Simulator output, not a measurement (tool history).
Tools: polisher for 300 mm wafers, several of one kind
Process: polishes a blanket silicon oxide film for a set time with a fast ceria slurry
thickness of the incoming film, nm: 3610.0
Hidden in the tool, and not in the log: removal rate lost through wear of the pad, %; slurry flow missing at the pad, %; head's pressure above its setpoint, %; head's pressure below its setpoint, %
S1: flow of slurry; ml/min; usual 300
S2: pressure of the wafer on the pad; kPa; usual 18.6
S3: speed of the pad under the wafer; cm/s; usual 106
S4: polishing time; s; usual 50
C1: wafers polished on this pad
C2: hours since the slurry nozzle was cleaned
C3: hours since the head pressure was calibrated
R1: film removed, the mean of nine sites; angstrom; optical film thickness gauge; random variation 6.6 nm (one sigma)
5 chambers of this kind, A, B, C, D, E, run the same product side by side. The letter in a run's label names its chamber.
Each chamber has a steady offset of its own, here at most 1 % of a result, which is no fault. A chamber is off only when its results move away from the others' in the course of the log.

run,hour,S1,S2,S3,S4,C1,C2,C3,R1
# hour 4.6: chamber E: head pressure recalibrated
1E,6.3,300,18.6,106,50,463,660.5,1.7,7021.9
2D,13.2,300,18.6,106,50,847,347.9,369.8,7015.7
# hour 21.9: chamber E: slurry nozzle cleaned
3A,22.6,300,18.6,106,50,518,203.2,598.6,7100.1
# hour 27.8: chamber B: slurry nozzle cleaned
4B,32.2,300,18.6,106,50,900,4.5,1039.0,7056.5
# hour 35.2: chamber B: worn pad replaced by a new one
# hour 43.6: chamber E: worn pad replaced by a new one
5C,44.1,300,18.6,106,50,771,180.9,338.1,6950.4
6E,54.4,300,18.6,106,50,137,32.5,49.8,7027.4
7D,67.0,300,18.6,106,50,1532,401.7,423.6,6957.1
# hour 70.1: chamber A: worn pad replaced by a new one
8B,76.8,300,22.1,132,50,529,49.1,1083.6,10262.0
9A,86.1,300,22.1,132,50,204,266.7,662.1,10183.0
10C,96.8,300,22.1,132,50,1442,233.6,390.8,10357.0
# hour 104.8: chamber B: worn pad replaced by a new one
# hour 107.8: chamber C: worn pad replaced by a new one
11D,109.2,300,22.1,132,50,2069,443.9,465.8,10353.0
12B,122.4,300,22.1,132,50,224,94.7,1129.2,10284.0
# hour 127.3: chamber E: worn pad replaced by a new one
13A,129.7,300,18.6,106,50,759,310.3,705.7,7029.0
14E,137.5,300,18.6,106,50,129,115.6,132.9,7028.5
15C,146.5,300,18.6,106,50,493,283.3,440.5,6859.0
16B,157.9,300,18.6,106,50,676,130.2,1164.7,7064.6
# hour 164.6: chamber A: worn pad replaced by a new one
17A,167.1,300,18.6,106,50,32,347.7,743.1,7055.3
18D,175.2,300,18.6,106,50,2910,509.9,531.8,6728.3
19E,183.4,300,18.6,106,50,714,161.5,178.8,6997.2
# hour 192.1: chamber B: worn pad replaced by a new one
# hour 195.1: chamber E: worn pad replaced by a new one
20C,195.4,300,18.6,106,50,1115,332.2,489.4,7025.1
# hour 207.4: chamber C: worn pad replaced by a new one
21C,209.2,300,18.6,106,50,23,346.0,503.2,6907.4
22D,216.8,300,18.6,106,50,3439,551.5,573.4,6617.2
# hour 222.2: chamber B: head pressure recalibrated
# hour 226.5: chamber D: slurry nozzle cleaned
23E,228.7,260,18.6,130,50,428,206.8,224.1,8411.2
# hour 235.2: chamber A: slurry nozzle cleaned
24B,241.1,260,18.6,130,50,624,213.4,19.0,8500.5
# hour 246.4: chamber A: head pressure recalibrated
# hour 254.0: chamber C: head pressure recalibrated
25A,255.2,260,18.6,130,50,1154,20.0,8.8,8423.2
26C,264.2,260,18.6,130,50,723,401.0,10.3,8484.2
# hour 269.2: chamber A: worn pad replaced by a new one
# hour 275.5: chamber B: worn pad replaced by a new one
27B,276.5,260,18.6,130,50,13,248.8,54.4,8379.3
# hour 277.1: chamber B: slurry nozzle cleaned
# hour 284.8: chamber E: worn pad replaced by a new one
28D,290.1,300,18.6,106,50,4373,63.6,646.7,6528.3
29A,301.2,300,18.6,106,50,408,66.0,54.8,7104.8
30E,312.9,300,18.6,106,50,357,291.0,308.3,7156.2
31E,322.2,300,18.6,106,50,476,300.3,317.6,6994.2
32B,336.7,300,18.6,106,50,780,59.7,114.6,6960.5
# hour 339.2: chamber C: worn pad replaced by a new one
33A,344.1,300,21.4,122,50,954,108.9,97.7,9166.5
34C,353.3,300,21.4,122,50,180,490.1,99.4,9216.8
# hour 356.2: chamber C: slurry nozzle cleaned
35D,360.1,300,21.4,122,50,5264,133.6,716.7,8240.2
# hour 366.2: chamber A: worn pad replaced by a new one
36C,373.6,300,21.4,122,50,438,17.4,119.7,9203.4
37A,385.3,300,21.4,122,50,243,150.1,138.9,9122.1
38D,393.8,300,18.6,106,50,5693,167.3,750.4,6281.1

Next, every chamber runs the same settings. What will each give?
39A,404.2,300,18.6,106,67,,,,?
39B,404.2,300,18.6,106,67,,,,?
39C,404.2,300,18.6,106,67,,,,?
39D,404.2,300,18.6,106,67,,,,?
39E,404.2,300,18.6,106,67,,,,?

run,R1
39A,9476.1
39B,9409.5
39C,9347.7
39D,8212.2
39E,9288.2

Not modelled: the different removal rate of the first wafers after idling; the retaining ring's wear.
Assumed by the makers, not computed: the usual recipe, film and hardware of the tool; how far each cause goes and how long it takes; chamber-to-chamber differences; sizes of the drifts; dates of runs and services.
